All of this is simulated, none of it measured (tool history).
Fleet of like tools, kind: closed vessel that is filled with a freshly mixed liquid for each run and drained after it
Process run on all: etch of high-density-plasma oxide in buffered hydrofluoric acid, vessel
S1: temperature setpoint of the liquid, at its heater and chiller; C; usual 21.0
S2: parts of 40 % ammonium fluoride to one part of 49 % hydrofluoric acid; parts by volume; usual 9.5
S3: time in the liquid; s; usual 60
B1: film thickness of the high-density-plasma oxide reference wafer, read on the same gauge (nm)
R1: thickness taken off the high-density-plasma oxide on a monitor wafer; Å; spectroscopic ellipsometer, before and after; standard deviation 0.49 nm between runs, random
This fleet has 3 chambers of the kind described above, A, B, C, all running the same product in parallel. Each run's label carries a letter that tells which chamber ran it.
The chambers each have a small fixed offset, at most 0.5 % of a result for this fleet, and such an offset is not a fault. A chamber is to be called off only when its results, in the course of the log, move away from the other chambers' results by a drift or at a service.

run,hour,S1,S2,S3,B1,R1
1C,5.3,21.0,9.5,60,150.01,663.61
2A,9.1,21.0,9.5,60,150.04,649.75
3B,12.8,21.0,9.5,60,150.03,654.27
4C,19.4,21.0,9.5,60,149.99,664.95
5A,27.4,21.0,9.5,60,150.05,654.04
6B,33.8,21.0,9.5,60,150.02,649.11
7B,38.1,21.0,9.5,60,150.04,653.65
8A,44.4,21.0,9.5,60,149.95,651.27
9C,52.2,21.0,9.5,60,150.01,655.51
10A,57.2,21.0,9.5,60,149.97,651.83
11B,65.2,21.0,9.5,60,149.99,644.21
12C,71.1,18.5,9.5,60,149.98,564.65
# hour 75.0: chamber C: hydrofluoric acid flow meter replaced
13A,79.2,18.5,9.5,60,149.96,567.44
14B,87.2,18.5,9.5,60,150.02,571.87
15C,91.2,21.0,9.5,60,150.00,655.51
16A,95.1,21.0,9.5,60,149.99,655.05
17C,99.5,19.5,11.5,60,150.02,516.23
18B,104.7,19.5,11.5,60,149.99,509.66
19B,108.9,19.5,11.5,60,150.03,511.01
20A,114.5,21.0,9.5,60,149.98,656.93
21C,122.7,21.0,9.5,60,150.04,661.26
22B,127.6,21.0,9.5,60,149.97,656.18
23A,132.5,21.0,9.5,60,150.01,661.78
24C,139.0,21.0,9.5,60,150.00,668.81
25B,144.7,21.0,9.5,60,150.02,658.85
26A,150.7,21.0,9.5,60,149.99,650.64
27C,155.7,21.0,11.5,60,149.99,573.22
28A,162.8,21.0,11.5,60,149.98,557.95
29B,168.2,21.0,11.5,60,149.94,549.43
30C,173.4,23.5,9.5,60,150.00,774.93
31C,181.1,23.5,9.5,60,150.06,781.75
32A,187.5,23.5,9.5,60,150.04,754.15
33B,192.0,21.0,9.5,60,149.99,664.22
34A,197.5,21.0,9.5,60,149.97,648.63
35C,203.4,21.0,6.5,35,149.98,589.72
36B,211.1,21.0,6.5,35,150.01,558.92
37A,217.0,21.0,6.5,35,149.97,545.77
38B,222.7,21.0,8.0,35,149.96,451.87
39C,227.0,21.0,8.0,35,150.03,484.63
40A,234.7,21.0,8.0,35,149.97,440.39
41B,241.5,21.0,9.5,60,150.02,658.80
42C,246.1,21.0,9.5,60,150.03,712.62
43C,249.8,21.0,9.5,60,150.05,719.16
44B,255.2,21.0,9.5,60,149.98,656.28

The same settings go to every chamber for the next run, one line per chamber below. Forecast the results for each:
45A,261.2,21.0,13.5,60,,?
45B,261.2,21.0,13.5,60,,?
45C,261.2,21.0,13.5,60,,?

run,R1
45A,474.53
45B,465.39
45C,516.25
